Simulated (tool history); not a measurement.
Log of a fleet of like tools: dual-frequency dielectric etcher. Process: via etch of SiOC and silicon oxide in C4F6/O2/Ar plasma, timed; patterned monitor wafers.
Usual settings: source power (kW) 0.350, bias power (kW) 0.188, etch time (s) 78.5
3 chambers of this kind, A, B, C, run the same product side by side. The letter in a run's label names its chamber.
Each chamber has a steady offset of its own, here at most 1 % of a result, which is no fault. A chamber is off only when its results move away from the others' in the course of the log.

run	hour	source power (kW)	bias power (kW)	etch time (s)	hours since the last wet clean	hours since the last source power generator calibration	hours since the last bias power generator calibration	read-back reference wafer on the same gauge, depth_nm	mean etch depth across the wafer (nm)
1C	7.1	0.350	0.188	78.5	135.3	1543.7	2603.1	93.710	84.851
2B	12.6	0.350	0.188	78.5	180.1	3560.5	424.5	93.760	85.413
3A	20.8	0.350	0.188	78.5	295.5	585.9	3613.6	93.650	85.228
4C	28.2	0.350	0.188	78.5	156.4	1564.8	2624.2	93.727	84.388
5A	36.3	0.300	0.188	69.5	311.0	601.4	3629.1	93.708	71.119
6B	40.3	0.300	0.188	69.5	207.8	3588.2	452.2	93.718	71.423
7A	47.9	0.300	0.188	69.5	322.6	613.0	3640.7	93.786	71.244
8B	52.0	0.350	0.188	78.5	219.5	3599.9	463.9	93.720	85.767
9C	59.4	0.350	0.188	78.5	187.6	1596.0	2655.4	93.663	84.244
10C	67.4	0.350	0.188	78.5	195.6	1604.0	2663.4	93.763	84.587
11B	72.5	0.350	0.230	78.5	240.0	3620.4	484.4	93.665	91.547
12A	79.7	0.350	0.230	78.5	354.4	644.8	3672.5	93.685	90.957
13C	88.0	0.350	0.230	78.5	216.2	1624.6	2684.0	93.681	90.349
14A	92.2	0.380	0.171	78.5	366.9	657.3	3685.0	93.663	85.927
15B	98.1	0.380	0.171	78.5	265.6	3646.0	510.0	93.699	85.016
16C	104.1	0.380	0.171	78.5	232.3	1640.7	2700.1	93.681	84.810
17A	108.1	0.350	0.188	78.5	382.8	673.2	3700.9	93.702	86.361
18B	112.0	0.350	0.188	78.5	279.5	3659.9	523.9	93.655	86.111
19A	116.6	0.350	0.188	78.5	391.3	681.7	3709.4	93.641	86.110
20B	125.1	0.350	0.188	78.5	292.6	3673.0	537.0	93.653	85.300
21C	129.6	0.350	0.188	78.5	257.8	1666.2	2725.6	93.702	84.661
22A	136.7	0.350	0.188	78.5	411.4	701.8	3729.5	93.656	86.890
23C	140.6	0.350	0.188	78.5	268.8	1677.2	2736.6	93.689	84.763
24B	149.2	0.350	0.188	78.5	316.7	3697.1	561.1	93.737	85.540
25A	155.5	0.350	0.188	78.5	430.2	720.6	3748.3	93.621	87.515
26B	161.3	0.380	0.188	68.0	328.8	3709.2	573.2	93.626	76.413
27C	166.6	0.380	0.188	68.0	294.8	1703.2	2762.6	93.672	75.296
28B	170.4	0.380	0.188	68.0	337.9	3718.3	582.3	93.677	76.488
29C	175.3	0.350	0.188	78.5	303.5	1711.9	2771.3	93.654	84.529
30A	184.0	0.350	0.170	59.5	458.7	749.1	3776.8	93.736	64.016
31B	191.3	0.350	0.170	59.5	358.8	3739.2	603.2	93.742	62.764
32A	199.0	0.350	0.170	59.5	473.7	764.1	3791.8	93.669	64.756

Next, every chamber runs the same settings. What will each give?
33A	205.3	0.350	0.147	78.5					?
33B	205.3	0.350	0.147	78.5					?
33C	205.3	0.350	0.147	78.5					?

run	mean etch depth across the wafer (nm)
33A	81.436
33B	78.906
33C	78.081

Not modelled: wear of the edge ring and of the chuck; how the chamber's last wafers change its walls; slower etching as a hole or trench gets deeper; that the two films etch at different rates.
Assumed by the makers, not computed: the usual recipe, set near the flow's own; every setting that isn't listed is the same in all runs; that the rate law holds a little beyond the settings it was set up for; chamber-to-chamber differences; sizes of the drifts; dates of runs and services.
